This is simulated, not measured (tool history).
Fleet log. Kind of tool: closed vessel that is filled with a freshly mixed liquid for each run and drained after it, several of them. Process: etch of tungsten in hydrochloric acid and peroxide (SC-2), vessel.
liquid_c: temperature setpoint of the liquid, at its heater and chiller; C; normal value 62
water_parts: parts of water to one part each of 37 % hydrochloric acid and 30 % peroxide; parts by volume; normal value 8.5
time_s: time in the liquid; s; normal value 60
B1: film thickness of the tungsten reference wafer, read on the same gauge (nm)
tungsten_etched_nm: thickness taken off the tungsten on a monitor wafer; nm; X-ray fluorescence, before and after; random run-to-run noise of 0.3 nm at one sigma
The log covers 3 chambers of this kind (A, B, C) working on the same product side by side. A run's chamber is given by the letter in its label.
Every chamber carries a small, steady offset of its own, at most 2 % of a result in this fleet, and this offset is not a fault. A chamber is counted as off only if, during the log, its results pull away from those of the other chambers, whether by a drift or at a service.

Run 1B, day 0.379: usual settings; B1 99.963. Result: tungsten_etched_nm 36.76 nm.
Run 2C, day 0.792: usual settings; B1 99.991. Result: tungsten_etched_nm 36.74 nm.
Run 3A, day 1.267: usual settings; B1 100.03. Result: tungsten_etched_nm 36.126 nm.
Run 4B, day 1.688: usual settings; B1 99.987. Result: tungsten_etched_nm 37.113 nm.
Run 5C, day 2.183: usual settings; B1 100. Result: tungsten_etched_nm 37.049 nm.
Run 6A, day 2.633: usual settings; B1 100.02. Result: tungsten_etched_nm 36.431 nm.
Run 7B, day 3.217: usual settings; B1 99.99. Result: tungsten_etched_nm 36.516 nm.
At day 3.5: chamber C: thermometer replaced.
Run 8C, day 3.542: usual settings; B1 100. Result: tungsten_etched_nm 36.972 nm.
Run 9A, day 3.804: usual settings; B1 100. Result: tungsten_etched_nm 36.236 nm.
Run 10C, day 4.075: usual settings; B1 99.993. Result: tungsten_etched_nm 37.113 nm.
Run 11A, day 4.638: usual settings; B1 99.993. Result: tungsten_etched_nm 35.972 nm.
Run 12B, day 5.129: usual settings; B1 100.01. Result: tungsten_etched_nm 37.059 nm.
Run 13B, day 5.617: usual settings; B1 100.01. Result: tungsten_etched_nm 36.813 nm.
Run 14C, day 6.204: usual settings; B1 99.997. Result: tungsten_etched_nm 36.831 nm.
At day 6.238: chamber C: new drum of peroxide connected.
Run 15A, day 6.771: usual settings; B1 99.993. Result: tungsten_etched_nm 36.041 nm.
Run 16A, day 7.096: usual settings but water_parts 6 parts by volume, time_s 75 s; B1 99.985. Result: tungsten_etched_nm 59.126 nm.
Run 17C, day 7.546: usual settings but water_parts 6 parts by volume, time_s 75 s; B1 99.979. Result: tungsten_etched_nm 60.864 nm.
Run 18B, day 7.942: usual settings but water_parts 6 parts by volume, time_s 75 s; B1 100.01. Result: tungsten_etched_nm 59.778 nm.
Run 19C, day 8.238: usual settings; B1 99.99. Result: tungsten_etched_nm 36.928 nm.
Run 20A, day 8.617: usual settings; B1 99.986. Result: tungsten_etched_nm 35.901 nm.
Run 21B, day 8.975: usual settings; B1 99.973. Result: tungsten_etched_nm 36.717 nm.
Run 22C, day 9.3: usual settings; B1 99.997. Result: tungsten_etched_nm 37.145 nm.
Run 23B, day 9.654: usual settings; B1 100.02. Result: tungsten_etched_nm 36.312 nm.
Run 24A, day 10.146: usual settings; B1 100.06. Result: tungsten_etched_nm 36.476 nm.
Run 25A, day 10.417: usual settings but water_parts 6 parts by volume; B1 99.999. Result: tungsten_etched_nm 46.923 nm.
At day 10.433: chamber B: thermometer replaced.
Run 26B, day 10.688: usual settings but water_parts 6 parts by volume; B1 100.03. Result: tungsten_etched_nm 48.592 nm.
Run 27C, day 10.979: usual settings but water_parts 6 parts by volume; B1 99.98. Result: tungsten_etched_nm 48.088 nm.
At day 11.217: chamber B: chemicals flow meter replaced.
Run 28C, day 11.429: usual settings; B1 100.02. Result: tungsten_etched_nm 36.761 nm.
Run 29B, day 11.692: usual settings; B1 99.986. Result: tungsten_etched_nm 36.75 nm.
Run 30A, day 12.262: usual settings; B1 99.982. Result: tungsten_etched_nm 35.952 nm.
Run 31A, day 12.812: usual settings; B1 100.01. Result: tungsten_etched_nm 36.169 nm.
Run 32C, day 13.271: usual settings; B1 99.983. Result: tungsten_etched_nm 36.933 nm.
Run 33B, day 13.596: usual settings but liquid_c 66.5 C, time_s 75 s; B1 99.995. Result: tungsten_etched_nm 60.62 nm.
Run 34B, day 13.867: usual settings but liquid_c 66.5 C, time_s 75 s; B1 100.02. Result: tungsten_etched_nm 60.35 nm.
Run 35C, day 14.346: usual settings but liquid_c 66.5 C, time_s 75 s; B1 100.02. Result: tungsten_etched_nm 61.098 nm.
Run 36A, day 14.625: usual settings but liquid_c 70.5 C, time_s 30 s; B1 99.997. Result: tungsten_etched_nm 29.564 nm.

Read the log: is a single chamber off, either drifting away or since a service, is the gauge that measures every chamber drifting, or is nothing wrong beyond small per-chamber offsets? Name any odd chamber and what most likely caused it.

Beyond each chamber's small constant offset nothing stands out, and the gauge stays steady.
